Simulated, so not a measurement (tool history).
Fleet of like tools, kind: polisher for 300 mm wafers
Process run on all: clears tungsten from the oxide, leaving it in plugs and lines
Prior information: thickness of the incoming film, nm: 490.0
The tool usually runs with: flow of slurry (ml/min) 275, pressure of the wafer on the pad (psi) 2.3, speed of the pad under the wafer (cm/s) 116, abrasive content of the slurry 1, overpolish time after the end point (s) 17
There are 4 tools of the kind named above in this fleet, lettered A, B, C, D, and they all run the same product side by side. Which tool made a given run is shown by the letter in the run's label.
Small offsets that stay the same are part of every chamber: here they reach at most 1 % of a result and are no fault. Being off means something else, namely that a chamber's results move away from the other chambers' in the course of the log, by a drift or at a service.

run,day,flow of slurry (ml/min),pressure of the wafer on the pad (psi),speed of the pad under the wafer (cm/s),abrasive content of the slurry,overpolish time after the end point (s),time until the end point was called (s)
1A,0.288,275,2.3,116,1,17,151.2
2B,0.596,275,2.3,116,1,17,151.72
3C,1.021,275,2.3,116,1,17,151.89
# day 1.271: chamber C: slurry tank refilled with fresh slurry and peroxide
# day 1.367: chamber A: slurry tank refilled with fresh slurry and peroxide
4D,1.392,275,2.3,116,1,17,151.28
# day 1.492: chamber C: slurry blender recalibrated
# day 1.579: chamber B: head pressure recalibrated
5C,1.892,275,2.3,116,1,17,146.78
# day 2.312: chamber A: head pressure recalibrated
6D,2.433,275,2.3,116,1,17,151.68
# day 2.538: chamber D: worn pad replaced by a new one
7B,2.808,275,2.3,116,1,17,151.99
# day 2.938: chamber A: worn pad replaced by a new one
# day 3.088: chamber B: worn pad replaced by a new one
8A,3.104,275,2.3,116,1,17,150.32
9C,3.679,275,2.3,116,1,17,150.04
# day 3.904: chamber A: slurry nozzle cleaned
10D,4.308,275,1.8,82,1,17,282
# day 4.521: chamber A: slurry tank refilled with fresh slurry and peroxide
11B,4.875,275,1.8,82,1,17,277.12
12A,5.333,275,1.8,82,1,17,274.44
# day 5.588: chamber C: worn pad replaced by a new one
13D,5.712,275,1.8,82,1,17,280.45
# day 6.038: chamber C: slurry tank refilled with fresh slurry and peroxide
14C,6.283,275,2.3,116,1,17,146.02
# day 6.321: chamber A: slurry blender recalibrated
# day 6.567: chamber B: slurry blender recalibrated
15B,6.817,275,2.3,116,1,17,154.23
# day 6.85: chamber A: worn pad replaced by a new one
# day 6.954: chamber B: slurry tank refilled with fresh slurry and peroxide
# day 7.35: chamber D: head pressure recalibrated
16A,7.362,275,2.3,116,1,17,153.73
# day 7.425: chamber C: slurry nozzle cleaned
17C,7.925,275,2.3,116,1,17,150.76
# day 8.246: chamber D: worn pad replaced by a new one
18D,8.308,275,2.3,116,1,17,157.47
# day 8.496: chamber A: slurry tank refilled with fresh slurry and peroxide
# day 8.642: chamber D: slurry blender recalibrated
19B,8.917,275,2.3,116,1,17,154.36
20A,9.4,195,2.3,116,0.8,17,164.83
21A,9.862,195,2.3,116,0.8,17,164.51
22D,10.204,195,2.3,116,0.8,17,175.64
23C,10.821,195,2.3,116,0.8,17,166.59
# day 11.404: chamber A: worn pad replaced by a new one
24B,11.446,275,2.3,116,1,17,153.24
# day 11.775: chamber B: worn pad replaced by a new one
25B,12.033,275,2.3,116,1,17,151.27
26A,12.375,275,1.8,116,1,17,188.36

Next, all 4 chambers run the settings below, one line each with question marks for the results. What does each chamber give?
27A,12.833,330,2.3,116,1,17,?
27B,12.833,330,2.3,116,1,17,?
27C,12.833,330,2.3,116,1,17,?
27D,12.833,330,2.3,116,1,17,?

run,time until the end point was called (s)
27A,150.78
27B,151.31
27C,148.07
27D,162.94
